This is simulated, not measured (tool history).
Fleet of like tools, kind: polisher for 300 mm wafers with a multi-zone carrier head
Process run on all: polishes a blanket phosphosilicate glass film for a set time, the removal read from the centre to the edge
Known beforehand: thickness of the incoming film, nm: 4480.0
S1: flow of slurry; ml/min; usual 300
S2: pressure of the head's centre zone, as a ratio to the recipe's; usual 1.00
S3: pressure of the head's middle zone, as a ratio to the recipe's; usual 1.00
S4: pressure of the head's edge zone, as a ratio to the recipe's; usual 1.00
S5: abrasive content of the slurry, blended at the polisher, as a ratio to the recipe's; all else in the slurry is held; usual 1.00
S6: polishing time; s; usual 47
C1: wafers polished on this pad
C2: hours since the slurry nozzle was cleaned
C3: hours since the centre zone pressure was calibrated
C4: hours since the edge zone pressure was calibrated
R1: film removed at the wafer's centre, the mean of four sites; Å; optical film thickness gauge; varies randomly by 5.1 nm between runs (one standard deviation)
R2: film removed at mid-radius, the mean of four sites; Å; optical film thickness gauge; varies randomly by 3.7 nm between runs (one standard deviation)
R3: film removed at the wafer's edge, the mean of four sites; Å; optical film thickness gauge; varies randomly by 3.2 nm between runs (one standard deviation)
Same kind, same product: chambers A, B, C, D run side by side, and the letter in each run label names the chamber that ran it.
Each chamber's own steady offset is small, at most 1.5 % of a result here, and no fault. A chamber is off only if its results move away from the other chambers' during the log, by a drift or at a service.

-- hour=8.2 chamber D: centre zone pressure recalibrated
run 1B hour=8.4 | S1=300 S2=1.00 S3=1.00 S4=1.00 S5=1.00 S6=47 | C1=298 C2=312.3 C3=549.1 C4=481.6 | R1=3791.6 R2=3890.0 R3=3924.8
-- hour=11.3 chamber D: worn pad replaced by a new one
run 2C hour=20.2 | S1=300 S2=1.00 S3=1.00 S4=1.00 S5=1.00 S6=47 | C1=980 C2=30.7 C3=499.3 C4=228.5 | R1=3787.3 R2=3796.5 R3=3835.5
run 3A hour=31.4 | S1=300 S2=1.00 S3=1.00 S4=1.00 S5=1.00 S6=47 | C1=1151 C2=430.0 C3=847.4 C4=180.2 | R1=3804.9 R2=4005.5 R3=3895.8
-- hour=37.0 chamber C: worn pad replaced by a new one
run 4D hour=42.0 | S1=300 S2=1.00 S3=1.00 S4=1.00 S5=1.00 S6=47 | C1=422 C2=165.1 C3=33.9 C4=619.4 | R1=3811.8 R2=3818.2 R3=3881.4
run 5A hour=48.8 | S1=300 S2=1.00 S3=1.00 S4=1.00 S5=1.00 S6=47 | C1=1390 C2=447.4 C3=864.8 C4=197.6 | R1=3918.5 R2=3920.0 R3=3916.6
run 6B hour=56.4 | S1=300 S2=1.00 S3=1.00 S4=1.00 S5=1.00 S6=47 | C1=958 C2=360.3 C3=597.1 C4=529.6 | R1=3888.7 R2=3890.3 R3=3866.5
-- hour=56.7 chamber A: worn pad replaced by a new one
-- hour=59.0 chamber B: worn pad replaced by a new one
run 7D hour=64.3 | S1=300 S2=1.00 S3=1.00 S4=1.00 S5=1.00 S6=47 | C1=728 C2=187.4 C3=56.2 C4=641.7 | R1=3830.4 R2=3788.3 R3=3807.8
run 8C hour=76.8 | S1=300 S2=1.00 S3=1.00 S4=1.00 S5=1.00 S6=47 | C1=547 C2=87.3 C3=555.9 C4=285.1 | R1=3839.0 R2=3828.4 R3=3888.7
run 9D hour=84.4 | S1=300 S2=1.00 S3=1.00 S4=1.00 S5=1.00 S6=47 | C1=1005 C2=207.5 C3=76.3 C4=661.8 | R1=3856.8 R2=3794.3 R3=3794.1
-- hour=88.1 chamber A: centre zone pressure recalibrated
-- hour=97.5 chamber D: worn pad replaced by a new one
run 10B hour=98.8 | S1=300 S2=1.00 S3=1.00 S4=1.00 S5=1.00 S6=47 | C1=547 C2=402.7 C3=639.5 C4=572.0 | R1=3870.4 R2=3904.3 R3=3891.4
-- hour=102.1 chamber B: slurry nozzle cleaned
run 11A hour=107.4 | S1=300 S2=1.00 S3=1.00 S4=1.00 S5=1.00 S6=47 | C1=697 C2=506.0 C3=19.4 C4=256.2 | R1=3907.4 R2=3953.9 R3=3837.8
-- hour=113.1 chamber C: worn pad replaced by a new one
run 12C hour=115.7 | S1=300 S2=0.92 S3=0.96 S4=1.00 S5=1.00 S6=47 | C1=36 C2=126.2 C3=594.8 C4=324.0 | R1=3500.2 R2=3674.3 R3=3908.5
-- hour=125.4 chamber B: worn pad replaced by a new one
run 13C hour=126.4 | S1=300 S2=0.92 S3=0.96 S4=1.00 S5=1.00 S6=47 | C1=183 C2=136.9 C3=605.5 C4=334.7 | R1=3458.4 R2=3703.4 R3=3806.8
run 14A hour=139.4 | S1=300 S2=0.92 S3=0.96 S4=1.00 S5=1.00 S6=47 | C1=1136 C2=538.0 C3=51.4 C4=288.2 | R1=3555.6 R2=3744.7 R3=3819.6
-- hour=145.3 chamber A: worn pad replaced by a new one
run 15B hour=150.1 | S1=300 S2=0.92 S3=0.96 S4=1.00 S5=1.00 S6=47 | C1=339 C2=48.1 C3=690.8 C4=623.3 | R1=3543.8 R2=3758.5 R3=3874.7
run 16D hour=158.7 | S1=300 S2=1.00 S3=1.00 S4=1.00 S5=1.00 S6=47 | C1=841 C2=281.8 C3=150.6 C4=736.1 | R1=3846.4 R2=3906.9 R3=3809.2
-- hour=169.2 chamber C: centre zone pressure recalibrated
run 17B hour=169.8 | S1=245 S2=1.00 S3=1.00 S4=1.00 S5=1.00 S6=47 | C1=610 C2=67.8 C3=710.5 C4=643.0 | R1=3841.0 R2=3908.5 R3=3843.7
-- hour=175.3 chamber D: worn pad replaced by a new one
run 18D hour=182.5 | S1=245 S2=1.00 S3=1.00 S4=1.00 S5=1.00 S6=47 | C1=99 C2=305.6 C3=174.4 C4=759.9 | R1=3719.5 R2=3760.2 R3=3770.9
-- hour=189.6 chamber C: worn pad replaced by a new one
run 19C hour=192.8 | S1=245 S2=1.00 S3=1.00 S4=1.00 S5=1.00 S6=47 | C1=44 C2=203.3 C3=23.6 C4=401.1 | R1=3295.0 R2=3733.5 R3=3792.8
run 20A hour=200.4 | S1=245 S2=1.00 S3=1.00 S4=1.00 S5=1.00 S6=47 | C1=757 C2=599.0 C3=112.4 C4=349.2 | R1=3747.7 R2=3881.3 R3=3786.6
-- hour=205.4 chamber B: worn pad replaced by a new one
run 21D hour=210.3 | S1=300 S2=1.00 S3=1.00 S4=1.08 S5=1.00 S6=33 | C1=481 C2=333.4 C3=202.2 C4=787.7 | R1=2593.0 R2=2674.5 R3=2799.4
run 22B hour=223.9 | S1=300 S2=1.00 S3=1.00 S4=1.08 S5=1.00 S6=33 | C1=254 C2=121.9 C3=764.6 C4=697.1 | R1=2766.0 R2=2745.2 R3=2826.3
run 23C hour=231.7 | S1=300 S2=1.00 S3=1.00 S4=1.08 S5=1.00 S6=33 | C1=578 C2=242.2 C3=62.5 C4=440.0 | R1=2349.8 R2=2674.3 R3=2828.8
run 24A hour=243.5 | S1=300 S2=1.00 S3=1.00 S4=1.08 S5=1.00 S6=33 | C1=1348 C2=642.1 C3=155.5 C4=392.3 | R1=2664.6 R2=2738.6 R3=2800.4
run 25B hour=250.5 | S1=300 S2=1.00 S3=1.00 S4=1.00 S5=1.00 S6=47 | C1=620 C2=148.5 C3=791.2 C4=723.7 | R1=3773.4 R2=3879.4 R3=3923.5
-- hour=253.6 chamber A: worn pad replaced by a new one
-- hour=259.2 chamber D: edge zone pressure recalibrated
-- hour=261.2 chamber D: worn pad replaced by a new one
run 26C hour=261.6 | S1=300 S2=1.00 S3=1.00 S4=1.00 S5=1.00 S6=47 | C1=989 C2=272.1 C3=92.4 C4=469.9 | R1=3351.3 R2=3853.8 R3=3883.9
-- hour=266.1 chamber C: worn pad replaced by a new one
run 27A hour=268.1 | S1=300 S2=1.00 S3=1.00 S4=1.00 S5=1.00 S6=47 | C1=200 C2=666.7 C3=180.1 C4=416.9 | R1=3812.8 R2=3959.0 R3=3858.5
run 28D hour=282.4 | S1=300 S2=1.00 S3=0.95 S4=1.00 S5=0.75 S6=47 | C1=291 C2=405.5 C3=274.3 C4=23.3 | R1=3325.1 R2=3212.5 R3=3322.8
-- hour=285.8 chamber B: worn pad replaced by a new one
-- hour=292.2 chamber B: edge zone pressure recalibrated
run 29C hour=297.0 | S1=300 S2=1.00 S3=0.95 S4=1.00 S5=0.75 S6=47 | C1=425 C2=307.5 C3=127.8 C4=505.3 | R1=2973.8 R2=3175.1 R3=3383.1
run 30B hour=311.2 | S1=300 S2=1.00 S3=0.95 S4=1.00 S5=0.75 S6=47 | C1=349 C2=209.2 C3=851.9 C4=19.0 | R1=3392.3 R2=3199.5 R3=3373.5
run 31A hour=320.0 | S1=300 S2=1.00 S3=0.95 S4=1.00 S5=0.75 S6=47 | C1=913 C2=718.6 C3=232.0 C4=468.8 | R1=3269.7 R2=3245.4 R3=3334.3
run 32D hour=328.8 | S1=300 S2=1.00 S3=1.00 S4=1.00 S5=1.00 S6=47 | C1=929 C2=451.9 C3=320.7 C4=69.7 | R1=3731.2 R2=3878.4 R3=3811.3
run 33C hour=339.6 | S1=300 S2=0.90 S3=1.00 S4=1.00 S5=0.80 S6=47 | C1=1010 C2=350.1 C3=170.4 C4=547.9 | R1=2711.6 R2=3479.2 R3=3486.2
-- hour=340.0 chamber A: worn pad replaced by a new one
-- hour=343.1 chamber D: worn pad replaced by a new one
-- hour=345.9 chamber C: edge zone pressure recalibrated
run 34A hour=346.0 | S1=300 S2=0.90 S3=1.00 S4=1.00 S5=0.80 S6=47 | C1=83 C2=744.6 C3=258.0 C4=494.8 | R1=3072.6 R2=3498.3 R3=3429.1
-- hour=350.8 chamber C: worn pad replaced by a new one
-- hour=351.7 chamber B: worn pad replaced by a new one
run 35B hour=357.2 | S1=300 S2=0.90 S3=1.00 S4=1.00 S5=0.80 S6=47 | C1=76 C2=255.2 C3=897.9 C4=65.0 | R1=3076.0 R2=3515.7 R3=3498.9
run 36D hour=365.5 | S1=300 S2=0.90 S3=1.00 S4=1.00 S5=0.80 S6=47 | C1=308 C2=488.6 C3=357.4 C4=106.4 | R1=3049.1 R2=3551.3 R3=3499.8
run 37C hour=374.9 | S1=225 S2=1.00 S3=1.00 S4=1.00 S5=1.25 S6=47 | C1=331 C2=385.4 C3=205.7 C4=29.0 | R1=3592.1 R2=4084.0 R3=4177.1
run 38D hour=383.5 | S1=225 S2=1.00 S3=1.00 S4=1.00 S5=1.25 S6=47 | C1=555 C2=506.6 C3=375.4 C4=124.4 | R1=3934.1 R2=4093.8 R3=4125.7

Next, all 4 chambers run the settings below, one line each with question marks for the results. What does each chamber give?
run 39A hour=394.0 | S1=300 S2=1.00 S3=1.00 S4=0.90 S5=1.00 S6=47 | R1=? R2=? R3=?
run 39B hour=394.0 | S1=300 S2=1.00 S3=1.00 S4=0.90 S5=1.00 S6=47 | R1=? R2=? R3=?
run 39C hour=394.0 | S1=300 S2=1.00 S3=1.00 S4=0.90 S5=1.00 S6=47 | R1=? R2=? R3=?
run 39D hour=394.0 | S1=300 S2=1.00 S3=1.00 S4=0.90 S5=1.00 S6=47 | R1=? R2=? R3=?

run=39A R1=3926.7 R2=3852.3 R3=3609.9
run=39B R1=3964.0 R2=3900.3 R3=3726.4
run=39C R1=3444.2 R2=3851.1 R3=3654.0
run=39D R1=3766.0 R2=3916.3 R3=3583.5

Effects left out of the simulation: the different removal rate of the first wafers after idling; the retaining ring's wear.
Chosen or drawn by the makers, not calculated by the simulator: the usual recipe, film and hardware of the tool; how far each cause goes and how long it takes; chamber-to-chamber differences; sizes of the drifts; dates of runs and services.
